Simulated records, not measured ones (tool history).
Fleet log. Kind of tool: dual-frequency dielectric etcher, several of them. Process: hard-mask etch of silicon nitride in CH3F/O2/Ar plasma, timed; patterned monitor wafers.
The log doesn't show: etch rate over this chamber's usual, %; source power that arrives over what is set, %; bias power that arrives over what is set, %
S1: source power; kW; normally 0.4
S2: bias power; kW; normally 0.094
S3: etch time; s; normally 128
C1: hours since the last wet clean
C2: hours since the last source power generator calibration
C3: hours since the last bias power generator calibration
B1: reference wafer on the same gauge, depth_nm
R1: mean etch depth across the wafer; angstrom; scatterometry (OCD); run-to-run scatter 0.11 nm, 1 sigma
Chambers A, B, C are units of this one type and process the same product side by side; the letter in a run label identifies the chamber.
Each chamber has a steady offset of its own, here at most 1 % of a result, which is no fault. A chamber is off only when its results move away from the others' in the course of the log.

run 1A hour=5 | S1=0.4 S2=0.094 S3=128 | C1=137.8 C2=1876.6 C3=2789.2 | B1=112.95 | R1=989.54
run 2B hour=10.7 | S1=0.4 S2=0.094 S3=128 | C1=412.9 C2=153.1 C3=1621.7 | B1=112.9 | R1=977.1
run 3C hour=17.2 | S1=0.4 S2=0.094 S3=128 | C1=59.7 C2=4021 C3=1292.2 | B1=112.94 | R1=982.33
run 4A hour=21.4 | S1=0.4 S2=0.094 S3=128 | C1=154.2 C2=1893 C3=2805.6 | B1=112.98 | R1=988.04
run 5B hour=25.3 | S1=0.4 S2=0.094 S3=128 | C1=427.5 C2=167.7 C3=1636.3 | B1=112.98 | R1=977.9
run 6C hour=29.4 | S1=0.4 S2=0.094 S3=128 | C1=71.9 C2=4033.2 C3=1304.4 | B1=112.99 | R1=981.95
run 7C hour=35.6 | S1=0.4 S2=0.094 S3=128 | C1=78.1 C2=4039.4 C3=1310.6 | B1=113.02 | R1=982.23
run 8B hour=42.1 | S1=0.4 S2=0.094 S3=128 | C1=444.3 C2=184.5 C3=1653.1 | B1=113.05 | R1=978.08
-- hour=45.1 chamber B: wet clean of the chamber
run 9A hour=48.4 | S1=0.4 S2=0.094 S3=128 | C1=181.2 C2=1920 C3=2832.6 | B1=113.03 | R1=989.78
run 10B hour=52.8 | S1=0.4 S2=0.094 S3=128 | C1=7.8 C2=195.2 C3=1663.8 | B1=113.07 | R1=980.59
run 11A hour=57.9 | S1=0.4 S2=0.094 S3=128 | C1=190.7 C2=1929.5 C3=2842.1 | B1=113.07 | R1=988.22
run 12C hour=64.7 | S1=0.4 S2=0.094 S3=128 | C1=107.2 C2=4068.5 C3=1339.7 | B1=113.11 | R1=983.16
run 13A hour=72.1 | S1=0.4 S2=0.103 S3=95 | C1=204.9 C2=1943.7 C3=2856.3 | B1=113.14 | R1=758.33
run 14B hour=78.9 | S1=0.4 S2=0.103 S3=95 | C1=33.9 C2=221.3 C3=1689.9 | B1=113.15 | R1=751.61
run 15C hour=82.4 | S1=0.4 S2=0.103 S3=95 | C1=124.9 C2=4086.2 C3=1357.4 | B1=113.13 | R1=752.76
run 16A hour=85.8 | S1=0.4 S2=0.094 S3=128 | C1=218.6 C2=1957.4 C3=2870 | B1=113.18 | R1=991.11
run 17B hour=90.9 | S1=0.4 S2=0.094 S3=128 | C1=45.9 C2=233.3 C3=1701.9 | B1=113.18 | R1=981.68
run 18C hour=97.7 | S1=0.4 S2=0.094 S3=128 | C1=140.2 C2=4101.5 C3=1372.7 | B1=113.23 | R1=983.49
run 19B hour=104 | S1=0.35 S2=0.094 S3=153 | C1=59 C2=246.4 C3=1715 | B1=113.25 | R1=1112.9
-- hour=106.9 chamber B: bias power generator calibrated
run 20A hour=111.1 | S1=0.35 S2=0.094 S3=153 | C1=243.9 C2=1982.7 C3=2895.3 | B1=113.28 | R1=1128.4
run 21C hour=116.2 | S1=0.35 S2=0.094 S3=153 | C1=158.7 C2=4120 C3=1391.2 | B1=113.29 | R1=1119.4
run 22A hour=120.8 | S1=0.4 S2=0.094 S3=128 | C1=253.6 C2=1992.4 C3=2905 | B1=113.28 | R1=990.73
run 23B hour=126.2 | S1=0.4 S2=0.094 S3=128 | C1=81.2 C2=268.6 C3=19.3 | B1=113.33 | R1=981.09
run 24C hour=131 | S1=0.4 S2=0.094 S3=128 | C1=173.5 C2=4134.8 C3=1406 | B1=113.29 | R1=984.27
run 25A hour=136.1 | S1=0.4 S2=0.094 S3=128 | C1=268.9 C2=2007.7 C3=2920.3 | B1=113.31 | R1=992.9
run 26B hour=143.6 | S1=0.4 S2=0.094 S3=128 | C1=98.6 C2=286 C3=36.7 | B1=113.36 | R1=982.78
run 27C hour=147.3 | S1=0.4 S2=0.094 S3=128 | C1=189.8 C2=4151.1 C3=1422.3 | B1=113.38 | R1=984.39
run 28A hour=150.9 | S1=0.4 S2=0.094 S3=128 | C1=283.7 C2=2022.5 C3=2935.1 | B1=113.4 | R1=992.26
run 29B hour=155.1 | S1=0.4 S2=0.094 S3=128 | C1=110.1 C2=297.5 C3=48.2 | B1=113.39 | R1=982.5
run 30C hour=160 | S1=0.4 S2=0.094 S3=128 | C1=202.5 C2=4163.8 C3=1435 | B1=113.43 | R1=984.28
run 31B hour=165.3 | S1=0.4 S2=0.094 S3=128 | C1=120.3 C2=307.7 C3=58.4 | B1=113.42 | R1=982.95

The same settings go to every chamber for the next run, one line per chamber below. Forecast the results for each:
run 32A hour=170.9 | S1=0.4 S2=0.094 S3=128 | R1=?
run 32B hour=170.9 | S1=0.4 S2=0.094 S3=128 | R1=?
run 32C hour=170.9 | S1=0.4 S2=0.094 S3=128 | R1=?

run=32A R1=992.83
run=32B R1=982.03
run=32C R1=986.31
